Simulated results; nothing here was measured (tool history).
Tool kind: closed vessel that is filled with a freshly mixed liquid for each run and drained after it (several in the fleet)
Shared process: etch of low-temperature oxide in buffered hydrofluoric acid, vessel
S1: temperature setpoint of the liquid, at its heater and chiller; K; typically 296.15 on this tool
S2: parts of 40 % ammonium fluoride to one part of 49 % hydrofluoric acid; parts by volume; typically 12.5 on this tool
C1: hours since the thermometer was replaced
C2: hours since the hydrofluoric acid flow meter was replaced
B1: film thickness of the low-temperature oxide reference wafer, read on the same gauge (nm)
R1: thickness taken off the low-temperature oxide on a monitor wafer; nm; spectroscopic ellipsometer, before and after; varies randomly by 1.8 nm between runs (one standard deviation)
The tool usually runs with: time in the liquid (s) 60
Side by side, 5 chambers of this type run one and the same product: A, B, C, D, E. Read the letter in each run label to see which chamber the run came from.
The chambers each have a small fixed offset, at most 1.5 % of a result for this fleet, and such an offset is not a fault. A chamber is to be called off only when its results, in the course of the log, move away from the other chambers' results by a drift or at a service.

Run 1C, hour 3.5: usual settings; C1 1478.8; C2 129; B1 130.04. Result: R1 269.01 nm.
Run 2E, hour 6.3: usual settings; C1 361.4; C2 992.1; B1 129.99. Result: R1 264.24 nm.
Run 3D, hour 8.4: usual settings; C1 1199; C2 621.7; B1 130. Result: R1 266.67 nm.
Run 4B, hour 13: usual settings; C1 1011.7; C2 349.9; B1 129.98. Result: R1 267.5 nm.
Run 5A, hour 16.2: usual settings; C1 729; C2 1141.9; B1 129.98. Result: R1 261.96 nm.
Run 6E, hour 18.3: usual settings; C1 373.4; C2 1004.1; B1 130. Result: R1 259.24 nm.
Run 7C, hour 21.2: usual settings but S1 292.15 K; C1 1496.5; C2 146.7; B1 129.98. Result: R1 217.46 nm.
Run 8A, hour 25.7: usual settings but S1 292.15 K; C1 738.5; C2 1151.4; B1 130.02. Result: R1 208.74 nm.
Run 9B, hour 29.5: usual settings but S1 292.15 K; C1 1028.2; C2 366.4; B1 130. Result: R1 212.67 nm.
Run 10D, hour 32.4: usual settings but S1 292.15 K; C1 1223; C2 645.7; B1 130. Result: R1 215.4 nm.
Run 11D, hour 35.9: usual settings but S1 292.15 K; C1 1226.5; C2 649.2; B1 130.03. Result: R1 212.01 nm.
Run 12C, hour 40.1: usual settings; C1 1515.4; C2 165.6; B1 129.98. Result: R1 268.82 nm.
Run 13A, hour 42.4: usual settings; C1 755.2; C2 1168.1; B1 130.01. Result: R1 265.6 nm.
Run 14E, hour 46: usual settings; C1 401.1; C2 1031.8; B1 129.99. Result: R1 261.94 nm.
At hour 46.4: chamber B: hydrofluoric acid flow meter replaced.
Run 15B, hour 49.6: usual settings; C1 1048.3; C2 3.2; B1 130.01. Result: R1 264.55 nm.
Run 16D, hour 54.3: usual settings; C1 1244.9; C2 667.6; B1 129.98. Result: R1 265.32 nm.
Run 17E, hour 56.5: usual settings; C1 411.6; C2 1042.3; B1 130.01. Result: R1 257.74 nm.
Run 18B, hour 59.8: usual settings but S2 10 parts by volume; C1 1058.5; C2 13.4; B1 130.04. Result: R1 337.5 nm.
Run 19C, hour 63.6: usual settings but S2 10 parts by volume; C1 1538.9; C2 189.1; B1 130.03. Result: R1 334.44 nm.
Run 20A, hour 66.1: usual settings but S2 10 parts by volume; C1 778.9; C2 1191.8; B1 129.98. Result: R1 322.64 nm.
Run 21D, hour 70: usual settings but S2 10 parts by volume; C1 1260.6; C2 683.3; B1 130. Result: R1 333.08 nm.
Run 22C, hour 73.3: usual settings but S2 10 parts by volume; C1 1548.6; C2 198.8; B1 130.03. Result: R1 332.13 nm.
Run 23A, hour 75.5: usual settings; C1 788.3; C2 1201.2; B1 130. Result: R1 262.07 nm.
Run 24E, hour 77.9: usual settings; C1 433; C2 1063.7; B1 129.99. Result: R1 256.47 nm.
Run 25B, hour 80.1: usual settings; C1 1078.8; C2 33.7; B1 129.99. Result: R1 269.58 nm.
Run 26D, hour 84.1: usual settings; C1 1274.7; C2 697.4; B1 130.04. Result: R1 264.82 nm.
Run 27B, hour 88: usual settings; C1 1086.7; C2 41.6; B1 130.05. Result: R1 266.53 nm.
Run 28A, hour 92.6: usual settings; C1 805.4; C2 1218.3; B1 130. Result: R1 266.04 nm.
Run 29E, hour 96.3: usual settings but S1 298.65 K, time in the liquid (s) 30; C1 451.4; C2 1082.1; B1 129.98. Result: R1 144.57 nm.
Run 30C, hour 99.3: usual settings but S1 298.65 K, time in the liquid (s) 30; C1 1574.6; C2 224.8; B1 129.96. Result: R1 154.02 nm.
Run 31C, hour 102: usual settings but S1 298.65 K, time in the liquid (s) 30; C1 1577.3; C2 227.5; B1 129.98. Result: R1 153.35 nm.
Run 32A, hour 105.9: usual settings but S1 298.65 K, time in the liquid (s) 30; C1 818.7; C2 1231.6; B1 129.99. Result: R1 150.84 nm.
Run 33B, hour 109.9: usual settings but S1 298.65 K, time in the liquid (s) 30; C1 1108.6; C2 63.5; B1 130.01. Result: R1 152.89 nm.
Run 34E, hour 114.3: usual settings; C1 469.4; C2 1100.1; B1 130.02. Result: R1 246.51 nm.
Run 35D, hour 118.6: usual settings; C1 1309.2; C2 731.9; B1 130.01. Result: R1 266.16 nm.
Run 36B, hour 121.4: usual settings; C1 1120.1; C2 75; B1 129.97. Result: R1 267.47 nm.
Run 37C, hour 124: usual settings; C1 1599.3; C2 249.5; B1 130.01. Result: R1 265.86 nm.
Run 38A, hour 127.5: usual settings; C1 840.3; C2 1253.2; B1 130.02. Result: R1 263.18 nm.
Run 39E, hour 129.8: usual settings; C1 484.9; C2 1115.6; B1 129.98. Result: R1 243.76 nm.
Run 40D, hour 134.4: usual settings; C1 1325; C2 747.7; B1 129.97. Result: R1 267.44 nm.

What goes on in this fleet: one chamber off, a drifting gauge, or nothing beyond the chambers' own small offsets? Name the chamber and the cause, if any.

Chamber E drifts away from the others.
Most likely cause: liquid colder than its thermometer reads (K) = 1.59.
From this log alone, it may not be told apart from: hydrofluoric acid flow below the setpoint (%).

Below are 4 candidate recipes for chamber E's next run, each the usual settings with a change, their results shown as question marks. Which of them brings E's results back in line with what the other chambers give on the usual settings?
To be in line, a result may differ from the other chambers' mean on the usual settings by at most: R1 6.4 nm
Run 41E-1, hour 137.8: usual settings but S2 14 parts by volume. Result: R1 ?.
Run 41E-2, hour 137.8: usual settings but S2 12 parts by volume. Result: R1 ?.
Run 41E-3, hour 137.8: usual settings but S1 296.65 K, S2 11.5 parts by volume. Result: R1 ?.
Run 41E-4, hour 137.8: usual settings but S2 13 parts by volume. Result: R1 ?.

On the usual settings, the other chambers give on average: R1 266.46 nm
  run      R1
41E-1  215.99
41E-2  250.67
41E-3  268.34
41E-4  232.05
41E-3 puts the chamber back in line with the other chambers.
